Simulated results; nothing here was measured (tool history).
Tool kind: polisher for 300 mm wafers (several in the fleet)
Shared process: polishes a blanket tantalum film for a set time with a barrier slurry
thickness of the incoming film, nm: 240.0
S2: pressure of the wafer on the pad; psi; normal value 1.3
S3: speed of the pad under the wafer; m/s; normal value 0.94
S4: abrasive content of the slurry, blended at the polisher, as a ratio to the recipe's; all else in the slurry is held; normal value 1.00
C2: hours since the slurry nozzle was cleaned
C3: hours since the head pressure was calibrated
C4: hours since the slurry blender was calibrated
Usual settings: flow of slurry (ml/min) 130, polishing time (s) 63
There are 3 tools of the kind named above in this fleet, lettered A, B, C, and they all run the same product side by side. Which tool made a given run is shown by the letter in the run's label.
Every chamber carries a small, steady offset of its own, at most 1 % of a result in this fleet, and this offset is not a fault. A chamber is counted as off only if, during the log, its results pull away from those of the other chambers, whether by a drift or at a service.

{"run": "1C", "day": 0.433, "flow of slurry (ml/min)": 130, "S2": 1.3, "S3": 0.94, "S4": 1.0, "polishing time (s)": 63, "wafers polished on this pad": 495, "C2": 212.1, "C3": 874.3, "C4": 30.5, "film removed (angstrom)": 570.34}
{"day": 0.608, "done": "chamber C: worn pad replaced by a new one"}
{"run": "2B", "day": 0.854, "flow of slurry (ml/min)": 130, "S2": 1.3, "S3": 0.94, "S4": 1.0, "polishing time (s)": 63, "wafers polished on this pad": 1082, "C2": 273.0, "C3": 326.2, "C4": 110.7, "film removed (angstrom)": 564.78}
{"day": 0.925, "done": "chamber B: worn pad replaced by a new one"}
{"run": "3A", "day": 1.196, "flow of slurry (ml/min)": 130, "S2": 1.3, "S3": 0.94, "S4": 1.0, "polishing time (s)": 63, "wafers polished on this pad": 546, "C2": 359.5, "C3": 262.9, "C4": 325.2, "film removed (angstrom)": 561.66}
{"run": "4C", "day": 1.579, "flow of slurry (ml/min)": 130, "S2": 1.3, "S3": 0.94, "S4": 1.0, "polishing time (s)": 63, "wafers polished on this pad": 177, "C2": 239.6, "C3": 901.8, "C4": 58.0, "film removed (angstrom)": 563.89}
{"run": "5A", "day": 1.883, "flow of slurry (ml/min)": 130, "S2": 1.3, "S3": 0.94, "S4": 1.0, "polishing time (s)": 63, "wafers polished on this pad": 672, "C2": 376.0, "C3": 279.4, "C4": 341.7, "film removed (angstrom)": 568.74}
{"day": 2.088, "done": "chamber A: slurry nozzle cleaned"}
{"run": "6B", "day": 2.242, "flow of slurry (ml/min)": 160, "S2": 1.3, "S3": 0.94, "S4": 1.0, "polishing time (s)": 48, "wafers polished on this pad": 240, "C2": 306.3, "C3": 359.5, "C4": 144.0, "film removed (angstrom)": 453.46}
{"run": "7C", "day": 2.708, "flow of slurry (ml/min)": 160, "S2": 1.3, "S3": 0.94, "S4": 1.0, "polishing time (s)": 48, "wafers polished on this pad": 383, "C2": 266.7, "C3": 928.9, "C4": 85.1, "film removed (angstrom)": 456.02}
{"run": "8B", "day": 3.008, "flow of slurry (ml/min)": 160, "S2": 1.3, "S3": 0.94, "S4": 1.0, "polishing time (s)": 48, "wafers polished on this pad": 380, "C2": 324.7, "C3": 377.9, "C4": 162.4, "film removed (angstrom)": 452.95}
{"run": "9A", "day": 3.296, "flow of slurry (ml/min)": 130, "S2": 1.3, "S3": 0.94, "S4": 1.0, "polishing time (s)": 63, "wafers polished on this pad": 929, "C2": 29.1, "C3": 313.3, "C4": 375.6, "film removed (angstrom)": 580.08}
{"day": 3.621, "done": "chamber C: worn pad replaced by a new one"}
{"day": 3.646, "done": "chamber A: slurry blender recalibrated"}
{"run": "10A", "day": 3.662, "flow of slurry (ml/min)": 130, "S2": 1.3, "S3": 0.94, "S4": 1.0, "polishing time (s)": 63, "wafers polished on this pad": 996, "C2": 37.9, "C3": 322.1, "C4": 0.4, "film removed (angstrom)": 564.01}
{"run": "11B", "day": 4.15, "flow of slurry (ml/min)": 130, "S2": 1.3, "S3": 0.94, "S4": 1.0, "polishing time (s)": 63, "wafers polished on this pad": 589, "C2": 352.1, "C3": 405.3, "C4": 189.8, "film removed (angstrom)": 565.77}
{"run": "12C", "day": 4.45, "flow of slurry (ml/min)": 130, "S2": 1.3, "S3": 0.94, "S4": 1.0, "polishing time (s)": 63, "wafers polished on this pad": 152, "C2": 308.5, "C3": 970.7, "C4": 126.9, "film removed (angstrom)": 587.18}
{"run": "13B", "day": 4.875, "flow of slurry (ml/min)": 130, "S2": 1.3, "S3": 1.16, "S4": 1.0, "polishing time (s)": 63, "wafers polished on this pad": 721, "C2": 369.5, "C3": 422.7, "C4": 207.2, "film removed (angstrom)": 721.24}
{"run": "14A", "day": 5.35, "flow of slurry (ml/min)": 130, "S2": 1.3, "S3": 1.16, "S4": 1.0, "polishing time (s)": 63, "wafers polished on this pad": 1304, "C2": 78.4, "C3": 362.6, "C4": 40.9, "film removed (angstrom)": 704.56}
{"run": "15C", "day": 5.796, "flow of slurry (ml/min)": 130, "S2": 1.3, "S3": 1.16, "S4": 1.0, "polishing time (s)": 63, "wafers polished on this pad": 397, "C2": 340.8, "C3": 1003.0, "C4": 159.2, "film removed (angstrom)": 704.59}
{"run": "16C", "day": 6.121, "flow of slurry (ml/min)": 130, "S2": 1.3, "S3": 0.94, "S4": 1.0, "polishing time (s)": 63, "wafers polished on this pad": 457, "C2": 348.6, "C3": 1010.8, "C4": 167.0, "film removed (angstrom)": 574.26}
{"day": 6.133, "done": "chamber B: worn pad replaced by a new one"}
{"run": "17A", "day": 6.546, "flow of slurry (ml/min)": 130, "S2": 1.3, "S3": 0.94, "S4": 1.0, "polishing time (s)": 63, "wafers polished on this pad": 1523, "C2": 107.1, "C3": 391.3, "C4": 69.6, "film removed (angstrom)": 564.16}
{"run": "18B", "day": 7.058, "flow of slurry (ml/min)": 130, "S2": 1.3, "S3": 0.94, "S4": 1.0, "polishing time (s)": 63, "wafers polished on this pad": 169, "C2": 421.9, "C3": 475.1, "C4": 259.6, "film removed (angstrom)": 569.33}
{"day": 7.329, "done": "chamber C: worn pad replaced by a new one"}
{"run": "19B", "day": 7.383, "flow of slurry (ml/min)": 130, "S2": 1.3, "S3": 0.94, "S4": 1.0, "polishing time (s)": 63, "wafers polished on this pad": 228, "C2": 429.7, "C3": 482.9, "C4": 267.4, "film removed (angstrom)": 581.68}
{"run": "20C", "day": 7.667, "flow of slurry (ml/min)": 130, "S2": 1.3, "S3": 0.94, "S4": 0.75, "polishing time (s)": 63, "wafers polished on this pad": 61, "C2": 385.7, "C3": 1047.9, "C4": 204.1, "film removed (angstrom)": 516.0}
{"run": "21A", "day": 7.921, "flow of slurry (ml/min)": 130, "S2": 1.3, "S3": 0.94, "S4": 0.75, "polishing time (s)": 63, "wafers polished on this pad": 1774, "C2": 140.1, "C3": 424.3, "C4": 102.6, "film removed (angstrom)": 500.79}
{"run": "22A", "day": 8.288, "flow of slurry (ml/min)": 130, "S2": 1.3, "S3": 0.94, "S4": 0.75, "polishing time (s)": 63, "wafers polished on this pad": 1840, "C2": 148.9, "C3": 433.1, "C4": 111.4, "film removed (angstrom)": 507.34}
{"run": "23B", "day": 8.571, "flow of slurry (ml/min)": 130, "S2": 1.3, "S3": 0.94, "S4": 1.0, "polishing time (s)": 63, "wafers polished on this pad": 445, "C2": 458.2, "C3": 511.4, "C4": 295.9, "film removed (angstrom)": 579.69}
{"run": "24C", "day": 8.833, "flow of slurry (ml/min)": 130, "S2": 1.3, "S3": 0.94, "S4": 1.0, "polishing time (s)": 63, "wafers polished on this pad": 274, "C2": 413.7, "C3": 1075.9, "C4": 232.1, "film removed (angstrom)": 568.69}
{"run": "25B", "day": 9.083, "flow of slurry (ml/min)": 130, "S2": 1.3, "S3": 0.94, "S4": 1.0, "polishing time (s)": 63, "wafers polished on this pad": 539, "C2": 470.5, "C3": 523.7, "C4": 308.2, "film removed (angstrom)": 577.66}
{"run": "26A", "day": 9.554, "flow of slurry (ml/min)": 150, "S2": 1.3, "S3": 0.94, "S4": 1.0, "polishing time (s)": 63, "wafers polished on this pad": 2072, "C2": 179.3, "C3": 463.5, "C4": 141.8, "film removed (angstrom)": 560.28}
{"run": "27C", "day": 9.983, "flow of slurry (ml/min)": 150, "S2": 1.3, "S3": 0.94, "S4": 1.0, "polishing time (s)": 63, "wafers polished on this pad": 484, "C2": 441.3, "C3": 1103.5, "C4": 259.7, "film removed (angstrom)": 594.57}
{"run": "28C", "day": 10.308, "flow of slurry (ml/min)": 150, "S2": 1.3, "S3": 0.94, "S4": 1.0, "polishing time (s)": 63, "wafers polished on this pad": 544, "C2": 449.1, "C3": 1111.3, "C4": 267.5, "film removed (angstrom)": 591.83}
{"run": "29A", "day": 10.717, "flow of slurry (ml/min)": 130, "S2": 1.3, "S3": 0.94, "S4": 1.0, "polishing time (s)": 83, "wafers polished on this pad": 2284, "C2": 207.2, "C3": 491.4, "C4": 169.7, "film removed (angstrom)": 720.01}
{"day": 10.771, "done": "chamber B: slurry blender recalibrated"}
{"day": 10.938, "done": "chamber C: worn pad replaced by a new one"}
{"run": "30B", "day": 11.017, "flow of slurry (ml/min)": 130, "S2": 1.3, "S3": 0.94, "S4": 1.0, "polishing time (s)": 83, "wafers polished on this pad": 891, "C2": 516.9, "C3": 570.1, "C4": 5.9, "film removed (angstrom)": 760.47}
{"day": 11.075, "done": "chamber B: slurry nozzle cleaned"}
{"run": "31A", "day": 11.417, "flow of slurry (ml/min)": 130, "S2": 1.3, "S3": 0.94, "S4": 1.0, "polishing time (s)": 83, "wafers polished on this pad": 2412, "C2": 224.0, "C3": 508.2, "C4": 186.5, "film removed (angstrom)": 707.88}
{"run": "32C", "day": 11.667, "flow of slurry (ml/min)": 130, "S2": 1.3, "S3": 0.94, "S4": 1.0, "polishing time (s)": 63, "wafers polished on this pad": 133, "C2": 481.7, "C3": 1143.9, "C4": 300.1, "film removed (angstrom)": 589.56}
{"day": 11.671, "done": "chamber B: worn pad replaced by a new one"}
{"run": "33B", "day": 11.938, "flow of slurry (ml/min)": 130, "S2": 1.3, "S3": 0.94, "S4": 1.15, "polishing time (s)": 63, "wafers polished on this pad": 48, "C2": 20.8, "C3": 592.2, "C4": 28.0, "film removed (angstrom)": 601.98}
{"run": "34B", "day": 12.171, "flow of slurry (ml/min)": 130, "S2": 1.3, "S3": 0.94, "S4": 1.15, "polishing time (s)": 63, "wafers polished on this pad": 91, "C2": 26.4, "C3": 597.8, "C4": 33.6, "film removed (angstrom)": 588.68}
{"run": "35C", "day": 12.538, "flow of slurry (ml/min)": 130, "S2": 1.3, "S3": 0.94, "S4": 1.15, "polishing time (s)": 63, "wafers polished on this pad": 292, "C2": 502.6, "C3": 1164.8, "C4": 321.0, "film removed (angstrom)": 590.01}
{"day": 12.717, "done": "chamber C: head pressure recalibrated"}
{"run": "36A", "day": 13.042, "flow of slurry (ml/min)": 130, "S2": 1.3, "S3": 0.94, "S4": 1.0, "polishing time (s)": 63, "wafers polished on this pad": 2708, "C2": 263.0, "C3": 547.2, "C4": 225.5, "film removed (angstrom)": 532.73}
{"run": "37C", "day": 13.488, "flow of slurry (ml/min)": 130, "S2": 1.3, "S3": 0.94, "S4": 1.0, "polishing time (s)": 63, "wafers polished on this pad": 465, "C2": 525.4, "C3": 18.6, "C4": 343.8, "film removed (angstrom)": 571.37}
{"run": "38B", "day": 13.971, "flow of slurry (ml/min)": 130, "S2": 1.3, "S3": 0.94, "S4": 1.0, "polishing time (s)": 63, "wafers polished on this pad": 419, "C2": 69.6, "C3": 641.0, "C4": 76.8, "film removed (angstrom)": 584.19}
{"run": "39A", "day": 14.504, "flow of slurry (ml/min)": 130, "S2": 1.3, "S3": 0.94, "S4": 1.0, "polishing time (s)": 63, "wafers polished on this pad": 2975, "C2": 298.1, "C3": 582.3, "C4": 260.6, "film removed (angstrom)": 536.6}
{"run": "40B", "day": 14.921, "flow of slurry (ml/min)": 130, "S2": 1.3, "S3": 0.72, "S4": 1.0, "polishing time (s)": 63, "wafers polished on this pad": 593, "C2": 92.4, "C3": 663.8, "C4": 99.6, "film removed (angstrom)": 443.23}

All chambers now run identical settings, listed one chamber a line with results as question marks. What results will each chamber show?
{"run": "41A", "day": 15.304, "flow of slurry (ml/min)": 130, "S2": 1.3, "S3": 0.94, "S4": 1.0, "polishing time (s)": 63, "film removed (angstrom)": "?"}
{"run": "41B", "day": 15.304, "flow of slurry (ml/min)": 130, "S2": 1.3, "S3": 0.94, "S4": 1.0, "polishing time (s)": 63, "film removed (angstrom)": "?"}
{"run": "41C", "day": 15.304, "flow of slurry (ml/min)": 130, "S2": 1.3, "S3": 0.94, "S4": 1.0, "polishing time (s)": 63, "film removed (angstrom)": "?"}

run=41A film_removed_(angstrom)=509.12
run=41B film_removed_(angstrom)=576.29
run=41C film_removed_(angstrom)=579.17

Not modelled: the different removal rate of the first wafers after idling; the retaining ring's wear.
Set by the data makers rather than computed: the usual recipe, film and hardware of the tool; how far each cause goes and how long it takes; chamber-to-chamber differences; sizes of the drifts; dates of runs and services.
